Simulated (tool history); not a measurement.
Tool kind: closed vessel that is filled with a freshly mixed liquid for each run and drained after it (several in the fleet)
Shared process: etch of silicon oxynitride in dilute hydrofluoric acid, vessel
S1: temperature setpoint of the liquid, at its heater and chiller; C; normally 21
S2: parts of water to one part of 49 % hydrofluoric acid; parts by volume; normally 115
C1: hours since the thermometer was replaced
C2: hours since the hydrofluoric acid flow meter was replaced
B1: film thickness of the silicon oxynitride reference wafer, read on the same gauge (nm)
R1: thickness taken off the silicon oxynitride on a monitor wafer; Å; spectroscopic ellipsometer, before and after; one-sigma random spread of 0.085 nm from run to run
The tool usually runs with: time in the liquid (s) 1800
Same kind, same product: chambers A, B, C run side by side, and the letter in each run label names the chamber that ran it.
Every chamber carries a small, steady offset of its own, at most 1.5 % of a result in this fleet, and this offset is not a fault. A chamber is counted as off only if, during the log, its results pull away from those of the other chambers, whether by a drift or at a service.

run 1A hour=10.3 | S1=21 S2=115 time_in_the_liquid_(s)=1800 | C1=1696.3 C2=921.9 | B1=140 | R1=276.09
run 2C hour=17.7 | S1=21 S2=115 time_in_the_liquid_(s)=1800 | C1=1113.7 C2=951.6 | B1=140.01 | R1=273.3
run 3B hour=26.2 | S1=21 S2=115 time_in_the_liquid_(s)=1800 | C1=710.1 C2=676.9 | B1=139.99 | R1=279.9
run 4C hour=38.4 | S1=21 S2=115 time_in_the_liquid_(s)=1800 | C1=1134.4 C2=972.3 | B1=140 | R1=272.45
run 5B hour=49 | S1=21 S2=115 time_in_the_liquid_(s)=1800 | C1=732.9 C2=699.7 | B1=140.01 | R1=281.18
run 6A hour=60.3 | S1=21 S2=115 time_in_the_liquid_(s)=1800 | C1=1746.3 C2=971.9 | B1=140.02 | R1=277.29
run 7C hour=73.8 | S1=21 S2=115 time_in_the_liquid_(s)=1800 | C1=1169.8 C2=1007.7 | B1=140 | R1=271.91
run 8B hour=82.7 | S1=21 S2=115 time_in_the_liquid_(s)=1800 | C1=766.6 C2=733.4 | B1=139.99 | R1=280.56
run 9A hour=92.7 | S1=25.5 S2=115 time_in_the_liquid_(s)=1385 | C1=1778.7 C2=1004.3 | B1=139.99 | R1=262.39
run 10A hour=98.7 | S1=25.5 S2=115 time_in_the_liquid_(s)=1385 | C1=1784.7 C2=1010.3 | B1=139.99 | R1=263.4
run 11C hour=107.1 | S1=25.5 S2=115 time_in_the_liquid_(s)=1385 | C1=1203.1 C2=1041 | B1=140.01 | R1=259.99
run 12B hour=118.8 | S1=21 S2=115 time_in_the_liquid_(s)=1800 | C1=802.7 C2=769.5 | B1=140.01 | R1=279.46
run 13A hour=126.4 | S1=21 S2=115 time_in_the_liquid_(s)=1800 | C1=1812.4 C2=1038 | B1=140 | R1=276.01
run 14C hour=139.6 | S1=21 S2=115 time_in_the_liquid_(s)=1800 | C1=1235.6 C2=1073.5 | B1=140.02 | R1=272.08
run 15B hour=146.8 | S1=21 S2=115 time_in_the_liquid_(s)=1800 | C1=830.7 C2=797.5 | B1=140 | R1=279.04
run 16A hour=158.2 | S1=21 S2=115 time_in_the_liquid_(s)=1800 | C1=1844.2 C2=1069.8 | B1=140.01 | R1=277.73
run 17C hour=168.6 | S1=21 S2=160 time_in_the_liquid_(s)=1800 | C1=1264.6 C2=1102.5 | B1=140.01 | R1=188.97
run 18B hour=176.9 | S1=21 S2=160 time_in_the_liquid_(s)=1800 | C1=860.8 C2=827.6 | B1=139.99 | R1=194.38
run 19B hour=188.2 | S1=21 S2=160 time_in_the_liquid_(s)=1800 | C1=872.1 C2=838.9 | B1=140.01 | R1=194.64
run 20C hour=195.6 | S1=21 S2=145 time_in_the_liquid_(s)=1120 | C1=1291.6 C2=1129.5 | B1=140.01 | R1=131.35
run 21A hour=209.4 | S1=21 S2=145 time_in_the_liquid_(s)=1120 | C1=1895.4 C2=1121 | B1=139.99 | R1=132.96
run 22C hour=223.1 | S1=21 S2=145 time_in_the_liquid_(s)=1120 | C1=1319.1 C2=1157 | B1=140 | R1=130.52
run 23B hour=233.7 | S1=21 S2=115 time_in_the_liquid_(s)=1800 | C1=917.6 C2=884.4 | B1=140.02 | R1=280.49
run 24A hour=243.9 | S1=21 S2=115 time_in_the_liquid_(s)=1800 | C1=1929.9 C2=1155.5 | B1=140 | R1=276.05
run 25A hour=250.5 | S1=21 S2=115 time_in_the_liquid_(s)=1800 | C1=1936.5 C2=1162.1 | B1=140 | R1=275.79
run 26C hour=262.9 | S1=21 S2=115 time_in_the_liquid_(s)=1800 | C1=1358.9 C2=1196.8 | B1=140.02 | R1=271.72
run 27B hour=272.3 | S1=21 S2=115 time_in_the_liquid_(s)=1800 | C1=956.2 C2=923 | B1=139.98 | R1=281.84
run 28C hour=278.9 | S1=21 S2=115 time_in_the_liquid_(s)=1800 | C1=1374.9 C2=1212.8 | B1=140 | R1=272.33
run 29A hour=289.3 | S1=21 S2=115 time_in_the_liquid_(s)=1800 | C1=1975.3 C2=1200.9 | B1=140 | R1=276.15
run 30B hour=301.4 | S1=21 S2=115 time_in_the_liquid_(s)=1800 | C1=985.3 C2=952.1 | B1=140 | R1=284.55
run 31A hour=310.3 | S1=21 S2=115 time_in_the_liquid_(s)=1800 | C1=1996.3 C2=1221.9 | B1=139.98 | R1=277.25
run 32C hour=319.4 | S1=21 S2=115 time_in_the_liquid_(s)=1800 | C1=1415.4 C2=1253.3 | B1=140.01 | R1=271.42
run 33B hour=328.2 | S1=21 S2=115 time_in_the_liquid_(s)=1800 | C1=1012.1 C2=978.9 | B1=139.99 | R1=284.77
run 34C hour=340.8 | S1=21 S2=115 time_in_the_liquid_(s)=1800 | C1=1436.8 C2=1274.7 | B1=140 | R1=272.32
run 35B hour=353.5 | S1=21 S2=115 time_in_the_liquid_(s)=1800 | C1=1037.4 C2=1004.2 | B1=139.99 | R1=284.57
-- hour=353.9 chamber B: hydrofluoric acid flow meter replaced
-- hour=355.4 chamber C: thermometer replaced
run 36A hour=364.8 | S1=21 S2=115 time_in_the_liquid_(s)=1800 | C1=2050.8 C2=1276.4 | B1=140.01 | R1=276.33
run 37B hour=378.1 | S1=21 S2=80 time_in_the_liquid_(s)=1800 | C1=1062 C2=24.3 | B1=139.99 | R1=419.51
run 38C hour=389.6 | S1=21 S2=80 time_in_the_liquid_(s)=1800 | C1=34.3 C2=1323.5 | B1=140.01 | R1=405.06
run 39A hour=403.2 | S1=21 S2=80 time_in_the_liquid_(s)=1800 | C1=2089.2 C2=1314.8 | B1=140.02 | R1=410.06
run 40A hour=413.7 | S1=21 S2=115 time_in_the_liquid_(s)=1800 | C1=2099.7 C2=1325.3 | B1=139.98 | R1=276.24
run 41C hour=426.1 | S1=21 S2=115 time_in_the_liquid_(s)=1800 | C1=70.8 C2=1360 | B1=140.02 | R1=273.45

All chambers now run identical settings, listed one chamber a line with results as question marks. What results will each chamber show?
run 42A hour=435.9 | S1=21 S2=115 time_in_the_liquid_(s)=1800 | R1=?
run 42B hour=435.9 | S1=21 S2=115 time_in_the_liquid_(s)=1800 | R1=?
run 42C hour=435.9 | S1=21 S2=115 time_in_the_liquid_(s)=1800 | R1=?

run=42A R1=276.31
run=42B R1=286.13
run=42C R1=271.56
